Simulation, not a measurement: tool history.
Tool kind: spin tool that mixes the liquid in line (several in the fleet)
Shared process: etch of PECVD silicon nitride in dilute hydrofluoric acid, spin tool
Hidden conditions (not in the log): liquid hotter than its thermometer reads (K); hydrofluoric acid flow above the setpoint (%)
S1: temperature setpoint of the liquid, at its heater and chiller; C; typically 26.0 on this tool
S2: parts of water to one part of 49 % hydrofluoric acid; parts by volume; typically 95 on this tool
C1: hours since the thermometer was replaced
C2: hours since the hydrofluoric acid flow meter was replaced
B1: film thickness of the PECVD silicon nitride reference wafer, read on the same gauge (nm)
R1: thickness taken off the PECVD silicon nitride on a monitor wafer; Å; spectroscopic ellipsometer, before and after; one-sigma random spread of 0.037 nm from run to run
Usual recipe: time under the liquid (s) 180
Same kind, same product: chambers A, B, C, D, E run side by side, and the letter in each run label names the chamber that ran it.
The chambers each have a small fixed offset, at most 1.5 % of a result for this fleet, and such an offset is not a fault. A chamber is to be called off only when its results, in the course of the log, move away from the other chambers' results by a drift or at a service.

{"run": "1E", "hour": 4.2, "S1": 26.0, "S2": 95, "time under the liquid (s)": 180, "C1": 2011.5, "C2": 1005.0, "B1": 110.02, "R1": 41.135}
{"run": "2D", "hour": 7.1, "S1": 26.0, "S2": 95, "time under the liquid (s)": 180, "C1": 602.2, "C2": 966.4, "B1": 110.0, "R1": 41.301}
{"run": "3B", "hour": 10.1, "S1": 26.0, "S2": 95, "time under the liquid (s)": 180, "C1": 727.7, "C2": 444.0, "B1": 109.98, "R1": 41.658}
{"run": "4A", "hour": 13.1, "S1": 26.0, "S2": 95, "time under the liquid (s)": 180, "C1": 1010.3, "C2": 850.6, "B1": 110.01, "R1": 41.635}
{"run": "5C", "hour": 17.8, "S1": 29.5, "S2": 50, "time under the liquid (s)": 180, "C1": 404.2, "C2": 397.8, "B1": 110.0, "R1": 98.558}
{"run": "6B", "hour": 21.7, "S1": 29.5, "S2": 50, "time under the liquid (s)": 180, "C1": 739.3, "C2": 455.6, "B1": 110.0, "R1": 98.694}
{"run": "7E", "hour": 25.6, "S1": 29.5, "S2": 50, "time under the liquid (s)": 180, "C1": 2032.9, "C2": 1026.4, "B1": 110.01, "R1": 98.71}
{"run": "8A", "hour": 30.6, "S1": 29.5, "S2": 50, "time under the liquid (s)": 180, "C1": 1027.8, "C2": 868.1, "B1": 110.02, "R1": 99.797}
{"run": "9C", "hour": 34.4, "S1": 29.5, "S2": 50, "time under the liquid (s)": 180, "C1": 420.8, "C2": 414.4, "B1": 109.98, "R1": 99.035}
{"run": "10D", "hour": 38.1, "S1": 26.0, "S2": 95, "time under the liquid (s)": 180, "C1": 633.2, "C2": 997.4, "B1": 110.0, "R1": 40.979}
{"run": "11A", "hour": 42.7, "S1": 26.0, "S2": 95, "time under the liquid (s)": 180, "C1": 1039.9, "C2": 880.2, "B1": 110.02, "R1": 41.289}
{"run": "12C", "hour": 46.7, "S1": 26.0, "S2": 95, "time under the liquid (s)": 180, "C1": 433.1, "C2": 426.7, "B1": 109.99, "R1": 41.098}
{"run": "13B", "hour": 51.4, "S1": 23.5, "S2": 140, "time under the liquid (s)": 180, "C1": 769.0, "C2": 485.3, "B1": 110.01, "R1": 24.235}
{"run": "14E", "hour": 54.7, "S1": 23.5, "S2": 140, "time under the liquid (s)": 180, "C1": 2062.0, "C2": 1055.5, "B1": 109.97, "R1": 23.615}
{"run": "15D", "hour": 59.1, "S1": 23.5, "S2": 140, "time under the liquid (s)": 180, "C1": 654.2, "C2": 1018.4, "B1": 110.01, "R1": 24.002}
{"run": "16D", "hour": 62.0, "S1": 23.5, "S2": 140, "time under the liquid (s)": 180, "C1": 657.1, "C2": 1021.3, "B1": 110.01, "R1": 23.843}
{"run": "17E", "hour": 66.3, "S1": 23.5, "S2": 140, "time under the liquid (s)": 180, "C1": 2073.6, "C2": 1067.1, "B1": 109.99, "R1": 23.551}
{"run": "18C", "hour": 70.3, "S1": 26.0, "S2": 115, "time under the liquid (s)": 255, "C1": 456.7, "C2": 450.3, "B1": 110.0, "R1": 47.035}
{"hour": 71.9, "done": "chamber E: thermometer replaced"}
{"run": "19A", "hour": 75.1, "S1": 26.0, "S2": 115, "time under the liquid (s)": 255, "C1": 1072.3, "C2": 912.6, "B1": 110.01, "R1": 48.739}
{"run": "20B", "hour": 79.0, "S1": 26.0, "S2": 115, "time under the liquid (s)": 255, "C1": 796.6, "C2": 512.9, "B1": 109.99, "R1": 50.206}
{"run": "21B", "hour": 82.6, "S1": 26.0, "S2": 115, "time under the liquid (s)": 255, "C1": 800.2, "C2": 516.5, "B1": 110.02, "R1": 49.638}
{"run": "22C", "hour": 86.9, "S1": 26.0, "S2": 115, "time under the liquid (s)": 255, "C1": 473.3, "C2": 466.9, "B1": 110.0, "R1": 48.269}
{"run": "23E", "hour": 91.4, "S1": 24.5, "S2": 95, "time under the liquid (s)": 180, "C1": 19.5, "C2": 1092.2, "B1": 110.01, "R1": 36.921}
{"run": "24A", "hour": 96.1, "S1": 24.5, "S2": 95, "time under the liquid (s)": 180, "C1": 1093.3, "C2": 933.6, "B1": 110.0, "R1": 37.528}
{"run": "25D", "hour": 100.5, "S1": 24.5, "S2": 95, "time under the liquid (s)": 180, "C1": 695.6, "C2": 1059.8, "B1": 110.01, "R1": 38.072}
{"run": "26A", "hour": 104.6, "S1": 24.5, "S2": 95, "time under the liquid (s)": 180, "C1": 1101.8, "C2": 942.1, "B1": 110.01, "R1": 38.003}
{"run": "27E", "hour": 107.3, "S1": 24.5, "S2": 95, "time under the liquid (s)": 180, "C1": 35.4, "C2": 1108.1, "B1": 109.99, "R1": 37.417}
{"run": "28B", "hour": 109.8, "S1": 26.0, "S2": 95, "time under the liquid (s)": 180, "C1": 827.4, "C2": 543.7, "B1": 110.01, "R1": 43.348}
{"run": "29C", "hour": 114.9, "S1": 26.0, "S2": 95, "time under the liquid (s)": 180, "C1": 501.3, "C2": 494.9, "B1": 109.99, "R1": 40.696}
{"run": "30D", "hour": 117.5, "S1": 26.0, "S2": 95, "time under the liquid (s)": 180, "C1": 712.6, "C2": 1076.8, "B1": 110.0, "R1": 41.705}
{"run": "31A", "hour": 120.8, "S1": 26.0, "S2": 95, "time under the liquid (s)": 180, "C1": 1118.0, "C2": 958.3, "B1": 110.02, "R1": 42.192}
{"run": "32E", "hour": 125.4, "S1": 26.0, "S2": 95, "time under the liquid (s)": 180, "C1": 53.5, "C2": 1126.2, "B1": 109.98, "R1": 41.101}
{"run": "33B", "hour": 130.1, "S1": 26.0, "S2": 95, "time under the liquid (s)": 180, "C1": 847.7, "C2": 564.0, "B1": 109.99, "R1": 42.685}
{"hour": 133.1, "done": "chamber B: thermometer replaced"}
{"run": "34D", "hour": 134.5, "S1": 26.0, "S2": 95, "time under the liquid (s)": 180, "C1": 729.6, "C2": 1093.8, "B1": 109.99, "R1": 41.469}
{"run": "35C", "hour": 139.5, "S1": 26.0, "S2": 95, "time under the liquid (s)": 180, "C1": 525.9, "C2": 519.5, "B1": 109.97, "R1": 40.839}
{"run": "36A", "hour": 143.4, "S1": 26.0, "S2": 95, "time under the liquid (s)": 180, "C1": 1140.6, "C2": 980.9, "B1": 110.01, "R1": 42.304}
{"run": "37E", "hour": 145.9, "S1": 30.0, "S2": 95, "time under the liquid (s)": 255, "C1": 74.0, "C2": 1146.7, "B1": 110.0, "R1": 75.88}
{"run": "38C", "hour": 148.7, "S1": 30.0, "S2": 95, "time under the liquid (s)": 255, "C1": 535.1, "C2": 528.7, "B1": 109.99, "R1": 75.506}
{"run": "39D", "hour": 153.0, "S1": 30.0, "S2": 95, "time under the liquid (s)": 255, "C1": 748.1, "C2": 1112.3, "B1": 109.99, "R1": 76.376}
{"run": "40B", "hour": 158.1, "S1": 30.0, "S2": 95, "time under the liquid (s)": 255, "C1": 25.1, "C2": 592.0, "B1": 110.01, "R1": 80.851}
{"run": "41B", "hour": 162.9, "S1": 30.0, "S2": 95, "time under the liquid (s)": 255, "C1": 29.9, "C2": 596.8, "B1": 110.0, "R1": 81.563}
{"run": "42C", "hour": 167.8, "S1": 26.0, "S2": 95, "time under the liquid (s)": 180, "C1": 554.2, "C2": 547.8, "B1": 110.0, "R1": 41.3}

Which is it: a chamber that has drifted or been left off by a service, a gauge drift common to all chambers, or only each chamber's usual small offset? If a chamber is off, name it and its likeliest cause.

Little by little, chamber B moves away from the other chambers.
What lies behind it: hydrofluoric acid flow above the setpoint (%) = 7.99.

Chamber B could run next with any of the 4 candidate recipes listed below; each alters the usual settings, and their results appear as question marks. Which one brings its results back in line with what the other chambers deliver on the usual settings?
In-line tolerance around the mean of the other chambers on the usual settings: R1 1.300 Å
{"run": "43B-1", "hour": 171.4, "S1": 26.0, "S2": 95, "time under the liquid (s)": 210, "R1": "?"}
{"run": "43B-2", "hour": 171.4, "S1": 26.0, "S2": 90, "time under the liquid (s)": 185, "R1": "?"}
{"run": "43B-3", "hour": 171.4, "S1": 25.5, "S2": 100, "time under the liquid (s)": 180, "R1": "?"}
{"run": "43B-4", "hour": 171.4, "S1": 25.5, "S2": 100, "time under the liquid (s)": 170, "R1": "?"}

Other chambers, usual settings, mean: R1 41.330 Å
run=43B-1 R1=51.676
run=43B-2 R1=48.024
run=43B-3 R1=40.755
run=43B-4 R1=38.491
43B-3 puts the chamber back in line with the other chambers.
